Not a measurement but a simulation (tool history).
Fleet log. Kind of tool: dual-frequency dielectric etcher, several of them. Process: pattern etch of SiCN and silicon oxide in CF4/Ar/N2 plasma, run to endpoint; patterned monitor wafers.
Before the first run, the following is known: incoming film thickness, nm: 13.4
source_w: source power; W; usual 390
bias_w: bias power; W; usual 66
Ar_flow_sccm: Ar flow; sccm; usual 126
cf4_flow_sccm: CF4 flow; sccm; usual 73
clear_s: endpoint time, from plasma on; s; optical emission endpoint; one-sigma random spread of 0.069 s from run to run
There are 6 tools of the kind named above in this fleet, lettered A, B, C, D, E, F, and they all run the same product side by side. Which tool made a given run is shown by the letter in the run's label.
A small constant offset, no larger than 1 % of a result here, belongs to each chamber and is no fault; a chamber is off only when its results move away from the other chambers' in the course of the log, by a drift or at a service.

{"hour": 3.0, "done": "chamber C: wet clean of the chamber"}
{"run": "1C", "hour": 3.1, "source_w": 390, "bias_w": 66, "Ar_flow_sccm": 126, "cf4_flow_sccm": 73, "clear_s": 18.663}
{"run": "2A", "hour": 6.8, "source_w": 390, "bias_w": 66, "Ar_flow_sccm": 126, "cf4_flow_sccm": 73, "clear_s": 18.814}
{"run": "3B", "hour": 10.9, "source_w": 390, "bias_w": 66, "Ar_flow_sccm": 126, "cf4_flow_sccm": 73, "clear_s": 18.56}
{"hour": 13.4, "done": "chamber B: wet clean of the chamber"}
{"run": "4D", "hour": 13.6, "source_w": 390, "bias_w": 66, "Ar_flow_sccm": 126, "cf4_flow_sccm": 73, "clear_s": 18.818}
{"hour": 13.9, "done": "chamber A: wet clean of the chamber"}
{"run": "5F", "hour": 16.2, "source_w": 390, "bias_w": 66, "Ar_flow_sccm": 126, "cf4_flow_sccm": 73, "clear_s": 18.649}
{"run": "6E", "hour": 19.8, "source_w": 390, "bias_w": 66, "Ar_flow_sccm": 126, "cf4_flow_sccm": 73, "clear_s": 18.819}
{"run": "7F", "hour": 25.0, "source_w": 390, "bias_w": 66, "Ar_flow_sccm": 126, "cf4_flow_sccm": 73, "clear_s": 18.74}
{"run": "8D", "hour": 28.9, "source_w": 390, "bias_w": 66, "Ar_flow_sccm": 126, "cf4_flow_sccm": 73, "clear_s": 18.675}
{"run": "9B", "hour": 33.7, "source_w": 390, "bias_w": 66, "Ar_flow_sccm": 126, "cf4_flow_sccm": 73, "clear_s": 18.567}
{"run": "10C", "hour": 36.6, "source_w": 360, "bias_w": 66, "Ar_flow_sccm": 152, "cf4_flow_sccm": 73, "clear_s": 20.573}
{"run": "11A", "hour": 38.9, "source_w": 360, "bias_w": 66, "Ar_flow_sccm": 152, "cf4_flow_sccm": 73, "clear_s": 20.627}
{"hour": 43.2, "done": "chamber E: wet clean of the chamber"}
{"run": "12E", "hour": 44.0, "source_w": 360, "bias_w": 66, "Ar_flow_sccm": 152, "cf4_flow_sccm": 73, "clear_s": 20.676}
{"run": "13A", "hour": 46.9, "source_w": 360, "bias_w": 66, "Ar_flow_sccm": 152, "cf4_flow_sccm": 73, "clear_s": 20.674}
{"run": "14B", "hour": 49.5, "source_w": 360, "bias_w": 66, "Ar_flow_sccm": 152, "cf4_flow_sccm": 73, "clear_s": 20.612}
{"run": "15F", "hour": 53.4, "source_w": 360, "bias_w": 66, "Ar_flow_sccm": 152, "cf4_flow_sccm": 73, "clear_s": 20.831}
{"run": "16E", "hour": 55.8, "source_w": 390, "bias_w": 66, "Ar_flow_sccm": 126, "cf4_flow_sccm": 73, "clear_s": 18.838}
{"run": "17D", "hour": 60.7, "source_w": 390, "bias_w": 66, "Ar_flow_sccm": 147, "cf4_flow_sccm": 73, "clear_s": 19.208}
{"hour": 62.1, "done": "chamber D: wet clean of the chamber"}
{"run": "18C", "hour": 64.1, "source_w": 390, "bias_w": 66, "Ar_flow_sccm": 147, "cf4_flow_sccm": 73, "clear_s": 19.122}
{"run": "19E", "hour": 68.0, "source_w": 390, "bias_w": 66, "Ar_flow_sccm": 147, "cf4_flow_sccm": 73, "clear_s": 19.269}
{"run": "20D", "hour": 71.9, "source_w": 390, "bias_w": 66, "Ar_flow_sccm": 147, "cf4_flow_sccm": 73, "clear_s": 19.298}
{"run": "21F", "hour": 74.6, "source_w": 390, "bias_w": 66, "Ar_flow_sccm": 147, "cf4_flow_sccm": 73, "clear_s": 19.311}
{"run": "22C", "hour": 79.2, "source_w": 390, "bias_w": 66, "Ar_flow_sccm": 147, "cf4_flow_sccm": 73, "clear_s": 19.129}
{"run": "23B", "hour": 83.2, "source_w": 390, "bias_w": 66, "Ar_flow_sccm": 126, "cf4_flow_sccm": 73, "clear_s": 18.706}
{"run": "24A", "hour": 87.3, "source_w": 390, "bias_w": 66, "Ar_flow_sccm": 126, "cf4_flow_sccm": 73, "clear_s": 18.679}
{"run": "25C", "hour": 91.2, "source_w": 390, "bias_w": 61, "Ar_flow_sccm": 144, "cf4_flow_sccm": 73, "clear_s": 19.441}
{"run": "26F", "hour": 95.4, "source_w": 390, "bias_w": 61, "Ar_flow_sccm": 144, "cf4_flow_sccm": 73, "clear_s": 20.042}
{"run": "27B", "hour": 98.4, "source_w": 390, "bias_w": 61, "Ar_flow_sccm": 144, "cf4_flow_sccm": 73, "clear_s": 19.588}
{"run": "28E", "hour": 102.3, "source_w": 390, "bias_w": 61, "Ar_flow_sccm": 144, "cf4_flow_sccm": 73, "clear_s": 19.64}
{"run": "29D", "hour": 105.7, "source_w": 390, "bias_w": 61, "Ar_flow_sccm": 144, "cf4_flow_sccm": 73, "clear_s": 19.59}
{"run": "30A", "hour": 109.5, "source_w": 390, "bias_w": 61, "Ar_flow_sccm": 144, "cf4_flow_sccm": 73, "clear_s": 19.667}
{"run": "31A", "hour": 114.0, "source_w": 390, "bias_w": 66, "Ar_flow_sccm": 126, "cf4_flow_sccm": 73, "clear_s": 18.745}
{"run": "32E", "hour": 116.3, "source_w": 320, "bias_w": 66, "Ar_flow_sccm": 150, "cf4_flow_sccm": 73, "clear_s": 22.909}
{"run": "33F", "hour": 120.0, "source_w": 320, "bias_w": 66, "Ar_flow_sccm": 150, "cf4_flow_sccm": 73, "clear_s": 23.226}
{"run": "34D", "hour": 123.7, "source_w": 320, "bias_w": 66, "Ar_flow_sccm": 150, "cf4_flow_sccm": 73, "clear_s": 22.872}
{"run": "35B", "hour": 126.7, "source_w": 320, "bias_w": 66, "Ar_flow_sccm": 150, "cf4_flow_sccm": 73, "clear_s": 23.022}
{"run": "36C", "hour": 130.8, "source_w": 320, "bias_w": 66, "Ar_flow_sccm": 150, "cf4_flow_sccm": 73, "clear_s": 22.792}
{"run": "37A", "hour": 133.1, "source_w": 320, "bias_w": 66, "Ar_flow_sccm": 150, "cf4_flow_sccm": 73, "clear_s": 22.766}
{"run": "38B", "hour": 138.0, "source_w": 390, "bias_w": 66, "Ar_flow_sccm": 126, "cf4_flow_sccm": 73, "clear_s": 18.66}
{"run": "39F", "hour": 142.7, "source_w": 390, "bias_w": 66, "Ar_flow_sccm": 126, "cf4_flow_sccm": 73, "clear_s": 19.206}
{"run": "40D", "hour": 146.4, "source_w": 390, "bias_w": 66, "Ar_flow_sccm": 126, "cf4_flow_sccm": 73, "clear_s": 18.631}

Which is it: a chamber that has drifted or been left off by a service, a gauge drift common to all chambers, or only each chamber's usual small offset? If a chamber is off, name it and its likeliest cause.

One chamber, F, drifts off from the rest bit by bit.
Likeliest cause: etch rate under this chamber's usual, % = 2.82.
The log may not separate it from: source power that arrives under what is set, %.

Here are 4 candidates for chamber F's next run, each the usual settings with a change, their results left as question marks. Which one brings its results back in line with what the others give on the usual settings?
In line means no further than this from the other chambers' mean on the usual settings: clear_s 0.24 s
{"run": "41F-1", "hour": 150.1, "source_w": 370, "bias_w": 66, "Ar_flow_sccm": 127, "cf4_flow_sccm": 72, "clear_s": "?"}
{"run": "41F-2", "hour": 150.1, "source_w": 380, "bias_w": 65, "Ar_flow_sccm": 126, "cf4_flow_sccm": 73, "clear_s": "?"}
{"run": "41F-3", "hour": 150.1, "source_w": 400, "bias_w": 67, "Ar_flow_sccm": 125, "cf4_flow_sccm": 73, "clear_s": "?"}
{"run": "41F-4", "hour": 150.1, "source_w": 410, "bias_w": 67, "Ar_flow_sccm": 125, "cf4_flow_sccm": 73, "clear_s": "?"}

The mean the other chambers reach with the usual settings: clear_s 18.697 s
run=41F-1 clear_s=20.215
run=41F-2 clear_s=19.789
run=41F-3 clear_s=18.711
run=41F-4 clear_s=18.315
With 41F-3, the chamber falls back in line with the rest.
